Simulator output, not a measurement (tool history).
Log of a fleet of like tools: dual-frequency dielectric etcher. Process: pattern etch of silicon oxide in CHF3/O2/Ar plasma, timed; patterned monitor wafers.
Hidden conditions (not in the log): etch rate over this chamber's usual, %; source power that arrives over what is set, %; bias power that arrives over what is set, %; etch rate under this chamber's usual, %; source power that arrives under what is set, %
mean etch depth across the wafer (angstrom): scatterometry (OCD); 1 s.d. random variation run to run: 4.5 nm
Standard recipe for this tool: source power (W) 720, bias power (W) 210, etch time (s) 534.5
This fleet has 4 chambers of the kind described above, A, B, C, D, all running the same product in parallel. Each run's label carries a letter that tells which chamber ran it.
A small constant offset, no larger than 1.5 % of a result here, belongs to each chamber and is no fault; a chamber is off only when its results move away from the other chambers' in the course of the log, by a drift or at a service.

run	day	source power (W)	bias power (W)	etch time (s)	hours since the last wet clean	hours since the last source power generator calibration	hours since the last bias power generator calibration	read-back reference wafer on the same gauge, depth_nm	mean etch depth across the wafer (angstrom)
1B	0.350	720	210	534.5	238.7	845.0	1215.6	1019.6	11782
# day 0.579: chamber D: wet clean of the chamber
2C	0.788	720	210	534.5	258.7	1501.0	4643.2	1019.8	11904
3A	1.154	720	210	534.5	182.2	3103.1	911.8	1020.3	11879
4D	1.517	720	210	534.5	22.5	719.1	1721.1	1020.0	11852
5A	1.825	720	210	534.5	198.3	3119.2	927.9	1019.9	11982
6C	2.154	720	210	534.5	291.5	1533.8	4676.0	1018.7	11938
7D	2.654	720	210	534.5	49.8	746.4	1748.4	1020.5	11998
# day 2.754: chamber C: bias power generator calibrated
8B	3.058	720	210	534.5	303.7	910.0	1280.6	1019.4	11782
9A	3.567	720	210	534.5	240.1	3161.0	969.7	1020.4	11974
10D	3.933	720	210	534.5	80.5	777.1	1779.1	1019.9	11938
11B	4.338	720	210	534.5	334.4	940.7	1311.3	1019.3	11768
12C	5.000	720	210	534.5	359.8	1602.1	53.9	1020.0	11901
13D	5.442	720	210	534.5	116.7	813.3	1815.3	1020.0	12035
# day 5.617: chamber C: wet clean of the chamber
# day 5.892: chamber B: wet clean of the chamber
14A	5.917	720	210	534.5	296.5	3217.4	1026.1	1020.0	11973
15C	6.450	720	210	534.5	20.0	1636.9	88.7	1019.4	11944
16B	6.904	720	210	534.5	24.4	1002.3	1372.9	1020.1	11213
17D	7.204	720	210	534.5	159.0	855.6	1857.6	1019.9	12034
18C	7.508	570	245	534.5	45.4	1662.3	114.1	1020.9	11529
19B	7.954	570	245	534.5	49.6	1027.5	1398.1	1020.9	10742
20A	8.425	570	245	534.5	356.7	3277.6	1086.3	1020.4	11539
21D	8.962	570	245	534.5	201.2	897.8	1899.8	1019.7	11554
22A	9.321	720	210	534.5	378.2	3299.1	1107.8	1019.3	11884
23B	9.642	720	210	534.5	90.1	1068.0	1438.6	1019.2	11130
24C	9.962	720	210	534.5	104.3	1721.2	173.0	1019.1	12026
25B	10.292	720	210	534.5	105.7	1083.6	1454.2	1019.6	11154
26A	10.708	720	210	534.5	411.5	3332.4	1141.1	1019.7	11913
27C	11.238	720	210	534.5	134.9	1751.8	203.6	1019.1	11896
28D	11.546	720	210	534.5	263.2	959.8	1961.8	1020.1	11980
29D	12.175	720	210	534.5	278.3	974.9	1976.9	1019.5	12000
30C	12.779	720	210	534.5	171.9	1788.8	240.6	1020.5	11938
31A	13.438	560	232	534.5	477.0	3397.9	1206.6	1020.5	11223
32B	13.754	560	232	534.5	188.8	1166.7	1537.3	1020.4	10497
33A	14.196	560	232	534.5	495.2	3416.1	1224.8	1019.7	11179
34B	14.604	560	232	534.5	209.2	1187.1	1557.7	1020.0	10574

Does one chamber stand apart from the rest, does the shared gauge drift, or is all well apart from small per-chamber offsets? Give the chamber and the most likely cause, where there is one.

A service left chamber B off against the others.
Most likely cause: etch rate under this chamber's usual, % = 5.09.

Here are 4 candidates for chamber B's next run, each the usual settings with a change, their results left as question marks. Which one brings its results back in line with what the others give on the usual settings?
In-line tolerance around the mean of the other chambers on the usual settings: mean etch depth across the wafer (angstrom) 160
35B-1	15.092	740	214	581.0					?
35B-2	15.092	860	210	534.5					?
35B-3	15.092	620	185	534.5					?
35B-4	15.092	720	172	534.5					?

The mean the other chambers reach with the usual settings: mean etch depth across the wafer (angstrom) 11941
run	mean etch depth across the wafer (angstrom)
35B-1	12330
35B-2	11944
35B-3	10081
35B-4	10429
35B-2 puts the chamber back in line with the other chambers.
